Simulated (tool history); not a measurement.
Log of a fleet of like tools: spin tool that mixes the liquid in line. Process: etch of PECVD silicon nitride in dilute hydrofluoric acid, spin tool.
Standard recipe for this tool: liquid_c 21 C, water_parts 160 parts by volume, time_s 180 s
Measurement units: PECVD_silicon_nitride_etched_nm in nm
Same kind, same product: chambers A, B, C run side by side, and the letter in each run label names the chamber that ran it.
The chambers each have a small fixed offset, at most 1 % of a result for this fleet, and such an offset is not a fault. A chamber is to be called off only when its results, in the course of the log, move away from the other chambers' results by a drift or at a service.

| run | hour | liquid_c | water_parts | time_s | hours since the thermometer was replaced | hours since the hydrofluoric acid flow meter was replaced | read-back film thickness of the PECVD silicon nitride reference wafer, read on the same gauge (nm) | PECVD_silicon_nitride_etched_nm |
|---|---|---|---|---|---|---|---|---|
|  | 5.1 | chamber B: hydrofluoric acid flow meter replaced |
| 1C | 6.6 | 21 | 160 | 180 | 1188.3 | 1627.4 | 69.995 | 4.7809 |
| 2A | 13.6 | 21 | 160 | 180 | 1239.4 | 515.2 | 70 | 4.855 |
| 3B | 24.5 | 21 | 160 | 180 | 192.7 | 19.5 | 70.011 | 4.809 |
| 4C | 34.8 | 21 | 160 | 180 | 1216.5 | 1655.6 | 69.985 | 4.6885 |
|  | 40.7 | chamber C: thermometer replaced |
| 5B | 47 | 21 | 160 | 180 | 215.2 | 42 | 69.978 | 4.7259 |
| 6A | 54.8 | 21 | 160 | 180 | 1280.6 | 556.4 | 70.004 | 4.7932 |
| 7C | 62.8 | 21 | 160 | 180 | 22.2 | 1683.6 | 70.008 | 4.8148 |
| 8B | 72.1 | 21 | 160 | 180 | 240.3 | 67.1 | 69.978 | 4.8661 |
| 9A | 78.3 | 21 | 160 | 180 | 1304.1 | 579.9 | 70.028 | 4.7842 |
| 10B | 89.7 | 21 | 160 | 180 | 257.9 | 84.7 | 70.027 | 4.8299 |
| 11C | 99.8 | 21 | 160 | 180 | 59.2 | 1720.6 | 70.003 | 4.8042 |
| 12A | 109.6 | 21 | 160 | 180 | 1335.4 | 611.2 | 69.988 | 4.7316 |
| 13C | 119.9 | 21 | 160 | 180 | 79.3 | 1740.7 | 69.992 | 4.8245 |
| 14A | 128.6 | 21 | 115 | 225 | 1354.4 | 630.2 | 70.013 | 8.233 |
| 15B | 141.8 | 21 | 115 | 225 | 310 | 136.8 | 70.007 | 8.2345 |
| 16C | 153.9 | 21 | 115 | 225 | 113.3 | 1774.7 | 69.994 | 8.3191 |
| 17B | 164.7 | 21 | 160 | 180 | 332.9 | 159.7 | 70.042 | 4.7706 |
| 18A | 176.6 | 21 | 160 | 180 | 1402.4 | 678.2 | 70.02 | 4.7417 |
| 19A | 189 | 21 | 160 | 180 | 1414.8 | 690.6 | 69.98 | 4.8134 |
| 20B | 200.1 | 21 | 160 | 180 | 368.3 | 195.1 | 69.998 | 4.7958 |
| 21C | 210.1 | 21 | 160 | 180 | 169.5 | 1830.9 | 69.997 | 4.5445 |
| 22A | 221.9 | 21 | 160 | 180 | 1447.7 | 723.5 | 70.018 | 4.7809 |
| 23B | 234.6 | 21 | 160 | 180 | 402.8 | 229.6 | 70.049 | 4.7426 |
| 24C | 246.5 | 21 | 160 | 180 | 205.9 | 1867.3 | 69.999 | 4.5426 |
| 25B | 256.7 | 21 | 160 | 180 | 424.9 | 251.7 | 69.972 | 4.8011 |
| 26C | 265.5 | 21 | 160 | 180 | 224.9 | 1886.3 | 69.996 | 4.5335 |
|  | 275.1 | chamber A: hydrofluoric acid flow meter replaced |
| 27A | 276.9 | 21 | 160 | 180 | 1502.7 | 1.8 | 69.968 | 4.799 |
| 28C | 283.7 | 21 | 160 | 180 | 243.1 | 1904.5 | 69.999 | 4.4328 |
| 29A | 289.8 | 21 | 160 | 180 | 1515.6 | 14.7 | 70.034 | 4.7252 |
| 30B | 297.4 | 21 | 160 | 180 | 465.6 | 292.4 | 70.005 | 4.7772 |

Does one chamber stand apart from the rest, does the shared gauge drift, or is all well apart from small per-chamber offsets? Give the chamber and the most likely cause, where there is one.

Chamber C drifts away from the others.
Likeliest cause: hydrofluoric acid flow below the setpoint (%) = 8.58.
It could be hard to tell apart here from: liquid colder than its thermometer reads (K).

Chamber C could run next with any of the 4 candidate recipes listed below; each alters the usual settings, and their results appear as question marks. Which one brings its results back in line with what the other chambers deliver on the usual settings?
To be in line, a result may differ from the other chambers' mean on the usual settings by at most: PECVD_silicon_nitride_etched_nm 0.15 nm
| 31C-1 | 307.1 | 21 | 165 | 180 |  |  |  | ? |
| 31C-2 | 307.1 | 21 | 160 | 195 |  |  |  | ? |
| 31C-3 | 307.1 | 21 | 160 | 185 |  |  |  | ? |
| 31C-4 | 307.1 | 21 | 165 | 170 |  |  |  | ? |

The mean the other chambers reach with the usual settings: PECVD_silicon_nitride_etched_nm 4.7909 nm
| run | PECVD_silicon_nitride_etched_nm |
|---|---|
| 31C-1 | 4.2512 |
| 31C-2 | 4.7481 |
| 31C-3 | 4.5046 |
| 31C-4 | 4.0151 |
The answer is 31C-2, which returns the chamber to within the allowed miss of the others.
